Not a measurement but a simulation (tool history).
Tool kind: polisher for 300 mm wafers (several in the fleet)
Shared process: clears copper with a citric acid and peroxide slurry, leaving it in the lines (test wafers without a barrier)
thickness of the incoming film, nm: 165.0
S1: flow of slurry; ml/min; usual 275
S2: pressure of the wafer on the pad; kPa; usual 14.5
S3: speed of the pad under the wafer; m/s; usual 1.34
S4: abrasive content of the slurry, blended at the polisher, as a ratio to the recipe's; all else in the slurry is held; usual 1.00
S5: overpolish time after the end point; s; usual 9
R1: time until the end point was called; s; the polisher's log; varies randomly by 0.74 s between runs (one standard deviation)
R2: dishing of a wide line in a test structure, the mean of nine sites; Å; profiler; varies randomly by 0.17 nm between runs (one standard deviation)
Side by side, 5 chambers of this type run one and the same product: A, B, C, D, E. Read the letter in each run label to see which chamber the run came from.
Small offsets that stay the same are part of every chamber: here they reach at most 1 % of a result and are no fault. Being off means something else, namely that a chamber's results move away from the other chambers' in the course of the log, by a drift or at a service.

run   hour   S1    S2    S3    S4  S5       R1       R2
       0.6  -- chamber B: worn pad replaced by a new one
 1E    3.5  275  14.5  1.34  1.00   9   78.219  108.970
       4.4  -- chamber E: head pressure recalibrated
 2C    6.2  275  14.5  1.34  1.00   9   77.643  111.870
       9.0  -- chamber A: worn pad replaced by a new one
 3A    9.6  275  14.5  1.34  1.00   9   78.171  110.050
 4D   13.9  275  14.5  1.34  1.00   9   78.099  107.750
 5B   18.3  275  14.5  1.72  1.00  12   59.881  150.760
 6A   22.1  275  14.5  1.72  1.00  12   60.903  151.320
 7B   25.0  275  14.5  1.72  1.00  12   59.773  157.460
 8C   28.8  275  14.5  1.72  1.00  12   60.812  151.690
      31.0  -- chamber D: slurry blender recalibrated
      32.3  -- chamber D: worn pad replaced by a new one
 9D   32.9  275  14.5  1.72  1.00  12   60.954  149.290
10E   37.4  275  14.5  1.34  1.00   9   76.787  109.310
11E   39.9  275  14.5  1.34  1.00   9   78.742  111.960
12B   43.9  275  14.5  1.34  1.00   9   76.606  108.990
13C   46.7  275  14.5  1.34  1.00   9   77.523  110.290
14A   49.5  275  14.5  1.34  1.00   9   78.065  108.300
15D   54.2  275  14.5  1.34  1.00   9   77.601  109.590
      55.0  -- chamber E: worn pad replaced by a new one
16B   58.6  275  14.5  1.34  1.00   9   77.795  112.060
      59.0  -- chamber B: slurry blender recalibrated
17D   63.4  275  14.5  1.34  1.00   9   79.022  107.650
18C   66.2  275  14.5  1.34  1.00   9   76.656  108.630
19A   70.4  275  14.5  1.34  1.00   9   77.792  111.990
20E   72.8  275  14.5  1.34  1.00   9   78.049  110.200
      73.9  -- chamber C: head pressure recalibrated
21A   75.7  275  17.9  0.90  1.00   9   94.827   99.264
      78.4  -- chamber A: worn pad replaced by a new one
22D   79.8  275  17.9  0.90  1.00   9   92.632   97.760
23C   82.7  275  17.9  0.90  1.00   9  103.050   87.495
24B   86.8  275  17.9  0.90  1.00   9   93.074   98.707
25E   90.0  275  17.9  0.90  1.00   9   93.532   97.609
26A   94.2  275  14.5  1.34  1.00   9   78.146  109.130
27E   98.9  275  14.5  1.34  1.00   9   77.545  108.350
     101.4  -- chamber D: worn pad replaced by a new one
28C  101.8  275  16.5  1.34  0.85   9   77.422  108.860
29D  105.8  275  16.5  1.34  0.85   9   70.250  114.920
30B  109.3  275  16.5  1.34  0.85   9   70.727  116.420
     111.3  -- chamber C: worn pad replaced by a new one
31B  112.7  275  16.5  1.34  0.85   9   70.826  117.470
     115.0  -- chamber E: slurry blender recalibrated
32E  115.2  275  16.5  1.34  0.85   9   70.671  116.250
33A  119.0  275  14.5  1.34  1.00   9   77.537  112.590
     119.6  -- chamber E: worn pad replaced by a new one
     120.8  -- chamber B: worn pad replaced by a new one
34D  122.5  275  14.5  1.34  1.00   9   77.636  109.090
35C  127.0  275  14.5  1.34  1.00   9   84.320  104.820
36B  130.2  275  14.5  1.34  1.00   9   78.233  109.730
     130.5  -- chamber D: slurry blender recalibrated
37D  134.1  275  14.5  1.34  1.00   9   77.748  110.440
38C  138.6  275  14.5  1.34  1.00   9   84.176  102.250
39E  143.3  275  14.5  1.34  1.00  11   78.425  127.280
40A  145.9  275  14.5  1.34  1.00  11   77.415  124.370
41E  148.2  275  14.5  1.34  1.00  11   77.513  123.870
     151.4  -- chamber A: worn pad replaced by a new one
42D  152.4  275  14.5  1.34  1.00  11   77.037  126.190
43C  155.5  275  14.5  1.34  1.00  11   85.372  116.420
44A  158.5  275  14.5  0.94  1.00   9  108.940   86.084

What goes on in this fleet: one chamber off, a drifting gauge, or nothing beyond the chambers' own small offsets? Name the chamber and the cause, if any.

After it was serviced, chamber C no longer matches the other chambers.
Cause: head's pressure below its setpoint, % = 9.75.

Below are 4 candidate recipes for chamber C's next run, each the usual settings with a change, their results shown as question marks. Which of them brings C's results back in line with what the other chambers give on the usual settings?
To be in line, a result may differ from the other chambers' mean on the usual settings by at most: R1 2.600 s; R2 6.100 Å
45C-1  162.2  275  15.2  1.40  1.00   9   ?   ?
45C-2  162.2  275  15.9  1.46  1.00   9   ?   ?
45C-3  162.2  275  13.1  1.24  1.00   9   ?   ?
45C-4  162.2  275  13.8  1.28  1.00   9   ?   ?

Mean of the other chambers on the usual settings: R1 77.669 s; R2 109.690 Å
  run       R1       R2
45C-1   77.871  108.380
45C-2   71.642  114.720
45C-3  100.690   89.952
45C-4   93.008   95.448
With 45C-1, the chamber falls back in line with the rest.
